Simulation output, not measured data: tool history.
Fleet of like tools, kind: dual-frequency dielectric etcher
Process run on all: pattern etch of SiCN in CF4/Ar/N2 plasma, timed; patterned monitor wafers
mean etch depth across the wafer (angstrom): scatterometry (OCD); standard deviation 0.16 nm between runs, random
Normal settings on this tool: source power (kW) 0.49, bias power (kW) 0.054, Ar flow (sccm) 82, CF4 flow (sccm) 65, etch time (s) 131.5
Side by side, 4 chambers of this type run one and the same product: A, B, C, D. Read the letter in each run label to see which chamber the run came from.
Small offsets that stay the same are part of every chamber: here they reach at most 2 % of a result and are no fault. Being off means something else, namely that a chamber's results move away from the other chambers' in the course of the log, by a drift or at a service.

| run | day | source power (kW) | bias power (kW) | Ar flow (sccm) | CF4 flow (sccm) | etch time (s) | hours since the last wet clean | hours since the last source power generator calibration | hours since the last bias power generator calibration | hours since the last Ar flow controller change | hours since the last CF4 flow controller change | read-back reference wafer on the same gauge, depth_nm | mean etch depth across the wafer (angstrom) |
|---|---|---|---|---|---|---|---|---|---|---|---|---|---|
| 1D | 0.146 | 0.49 | 0.054 | 82 | 65 | 131.5 | 45 | 2773.5 | 846.9 | 1607.7 | 754.7 | 119.98 | 1127.4 |
| 2B | 0.288 | 0.49 | 0.054 | 82 | 65 | 131.5 | 270.6 | 2358.6 | 84.6 | 885.3 | 2716.6 | 119.97 | 1109.9 |
| 3A | 0.433 | 0.49 | 0.054 | 82 | 65 | 131.5 | 257.1 | 3943.8 | 1772.8 | 2916.8 | 2698.2 | 119.95 | 1129.3 |
|  | 0.6 | chamber C: CF4 flow controller replaced |
| 4C | 0.642 | 0.49 | 0.054 | 82 | 65 | 131.5 | 508.7 | 1288.3 | 258.7 | 2303.8 | 1.1 | 119.91 | 1134.2 |
| 5A | 0.829 | 0.49 | 0.054 | 82 | 65 | 131.5 | 266.6 | 3953.3 | 1782.3 | 2926.3 | 2707.7 | 119.96 | 1125.3 |
| 6B | 0.933 | 0.49 | 0.054 | 82 | 65 | 131.5 | 286.1 | 2374.1 | 100.1 | 900.8 | 2732.1 | 119.92 | 1109.7 |
| 7C | 1.05 | 0.49 | 0.054 | 82 | 65 | 131.5 | 518.5 | 1298.1 | 268.5 | 2313.6 | 10.9 | 119.87 | 1134.8 |
| 8D | 1.196 | 0.49 | 0.054 | 82 | 65 | 131.5 | 70.2 | 2798.7 | 872.1 | 1632.9 | 779.9 | 119.9 | 1128.4 |
|  | 1.288 | chamber C: wet clean of the chamber |
| 9A | 1.304 | 0.49 | 0.054 | 82 | 65 | 131.5 | 278 | 3964.7 | 1793.7 | 2937.7 | 2719.1 | 119.9 | 1125.3 |
| 10D | 1.496 | 0.49 | 0.054 | 82 | 65 | 159.5 | 77.4 | 2805.9 | 879.3 | 1640.1 | 787.1 | 119.82 | 1372.1 |
| 11B | 1.596 | 0.49 | 0.054 | 82 | 65 | 159.5 | 302 | 2390 | 116 | 916.7 | 2748 | 119.81 | 1346 |
| 12C | 1.792 | 0.49 | 0.054 | 82 | 65 | 159.5 | 12.1 | 1315.9 | 286.3 | 2331.4 | 28.7 | 119.82 | 1373.6 |
| 13B | 2.004 | 0.49 | 0.054 | 82 | 65 | 159.5 | 311.8 | 2399.8 | 125.8 | 926.5 | 2757.8 | 119.79 | 1344.4 |
| 14D | 2.208 | 0.6 | 0.054 | 82 | 65 | 131.5 | 94.5 | 2823 | 896.4 | 1657.2 | 804.2 | 119.76 | 1355.4 |
| 15A | 2.379 | 0.6 | 0.054 | 82 | 65 | 131.5 | 303.8 | 3990.5 | 1819.5 | 2963.5 | 2744.9 | 119.76 | 1350 |
| 16C | 2.583 | 0.6 | 0.054 | 82 | 65 | 131.5 | 31.1 | 1334.9 | 305.3 | 2350.4 | 47.7 | 119.73 | 1350.1 |
| 17D | 2.721 | 0.6 | 0.054 | 82 | 65 | 131.5 | 106.8 | 2835.3 | 908.7 | 1669.5 | 816.5 | 119.73 | 1358.6 |
| 18A | 2.833 | 0.49 | 0.054 | 82 | 65 | 131.5 | 314.7 | 4001.4 | 1830.4 | 2974.4 | 2755.8 | 119.73 | 1121 |
| 19C | 2.996 | 0.49 | 0.054 | 82 | 65 | 131.5 | 41 | 1344.8 | 315.2 | 2360.3 | 57.6 | 119.63 | 1133.2 |
| 20B | 3.146 | 0.49 | 0.054 | 82 | 65 | 131.5 | 339.2 | 2427.2 | 153.2 | 953.9 | 2785.2 | 119.62 | 1108.8 |
| 21D | 3.283 | 0.49 | 0.054 | 82 | 65 | 131.5 | 120.3 | 2848.8 | 922.2 | 1683 | 830 | 119.68 | 1126.8 |
| 22B | 3.404 | 0.49 | 0.054 | 82 | 65 | 131.5 | 345.4 | 2433.4 | 159.4 | 960.1 | 2791.4 | 119.63 | 1109.1 |
| 23A | 3.517 | 0.49 | 0.054 | 82 | 65 | 131.5 | 331.1 | 4017.8 | 1846.8 | 2990.8 | 2772.2 | 119.62 | 1123 |
| 24C | 3.638 | 0.49 | 0.054 | 82 | 80 | 155.5 | 56.4 | 1360.2 | 330.6 | 2375.7 | 73 | 119.63 | 1380.7 |
| 25C | 3.729 | 0.49 | 0.054 | 82 | 80 | 155.5 | 58.6 | 1362.4 | 332.8 | 2377.9 | 75.2 | 119.59 | 1380.2 |
| 26A | 3.892 | 0.49 | 0.054 | 82 | 80 | 155.5 | 340.1 | 4026.8 | 1855.8 | 2999.8 | 2781.2 | 119.58 | 1372 |
| 27D | 4.058 | 0.49 | 0.054 | 82 | 80 | 155.5 | 138.9 | 2867.4 | 940.8 | 1701.6 | 848.6 | 119.55 | 1374.7 |
| 28B | 4.267 | 0.49 | 0.054 | 82 | 65 | 131.5 | 366.1 | 2454.1 | 180.1 | 980.8 | 2812.1 | 119.51 | 1106.2 |
| 29B | 4.375 | 0.49 | 0.067 | 82 | 65 | 131.5 | 368.7 | 2456.7 | 182.7 | 983.4 | 2814.7 | 119.5 | 1187.8 |
| 30C | 4.579 | 0.49 | 0.067 | 82 | 65 | 131.5 | 79 | 1382.8 | 353.2 | 2398.3 | 95.6 | 119.52 | 1212.4 |
| 31D | 4.75 | 0.49 | 0.067 | 82 | 65 | 131.5 | 155.5 | 2884 | 957.4 | 1718.2 | 865.2 | 119.49 | 1207.4 |
| 32A | 4.875 | 0.49 | 0.067 | 82 | 65 | 131.5 | 363.7 | 4050.4 | 1879.4 | 3023.4 | 2804.8 | 119.49 | 1208.2 |
| 33C | 5.025 | 0.49 | 0.054 | 82 | 65 | 131.5 | 89.7 | 1393.5 | 363.9 | 2409 | 106.3 | 119.43 | 1129.4 |
| 34A | 5.188 | 0.49 | 0.054 | 82 | 74 | 131.5 | 371.2 | 4057.9 | 1886.9 | 3030.9 | 2812.3 | 119.4 | 1147.3 |
| 35B | 5.354 | 0.49 | 0.054 | 82 | 74 | 131.5 | 392.2 | 2480.2 | 206.2 | 1006.9 | 2838.2 | 119.47 | 1127.4 |
| 36D | 5.554 | 0.49 | 0.054 | 82 | 74 | 131.5 | 174.8 | 2903.3 | 976.7 | 1737.5 | 884.5 | 119.38 | 1150 |
| 37D | 5.65 | 0.49 | 0.054 | 82 | 74 | 131.5 | 177.1 | 2905.6 | 979 | 1739.8 | 886.8 | 119.34 | 1146.9 |
| 38C | 5.75 | 0.49 | 0.066 | 82 | 74 | 131.5 | 107.1 | 1410.9 | 381.3 | 2426.4 | 123.7 | 119.37 | 1231.2 |
| 39A | 5.925 | 0.49 | 0.066 | 82 | 74 | 131.5 | 388.9 | 4075.6 | 1904.6 | 3048.6 | 2830 | 119.32 | 1222.4 |
| 40B | 6.054 | 0.49 | 0.066 | 82 | 74 | 131.5 | 409 | 2497 | 223 | 1023.7 | 2855 | 119.34 | 1201.7 |
| 41D | 6.196 | 0.49 | 0.066 | 82 | 74 | 131.5 | 190.2 | 2918.7 | 992.1 | 1752.9 | 899.9 | 119.38 | 1223.2 |
| 42C | 6.317 | 0.49 | 0.054 | 82 | 65 | 131.5 | 120.7 | 1424.5 | 394.9 | 2440 | 137.3 | 119.31 | 1130.3 |

Has any chamber moved away from the others, gradually or after a service, or does the common gauge drift, or do the chambers differ only by their own small steady offsets? State the chamber and the most likely cause if one applies.

Every chamber seems to shift together because the gauge that measures them all drifts; the chambers themselves are fine.
Likeliest cause: gauge reads low (%) = 0.583.

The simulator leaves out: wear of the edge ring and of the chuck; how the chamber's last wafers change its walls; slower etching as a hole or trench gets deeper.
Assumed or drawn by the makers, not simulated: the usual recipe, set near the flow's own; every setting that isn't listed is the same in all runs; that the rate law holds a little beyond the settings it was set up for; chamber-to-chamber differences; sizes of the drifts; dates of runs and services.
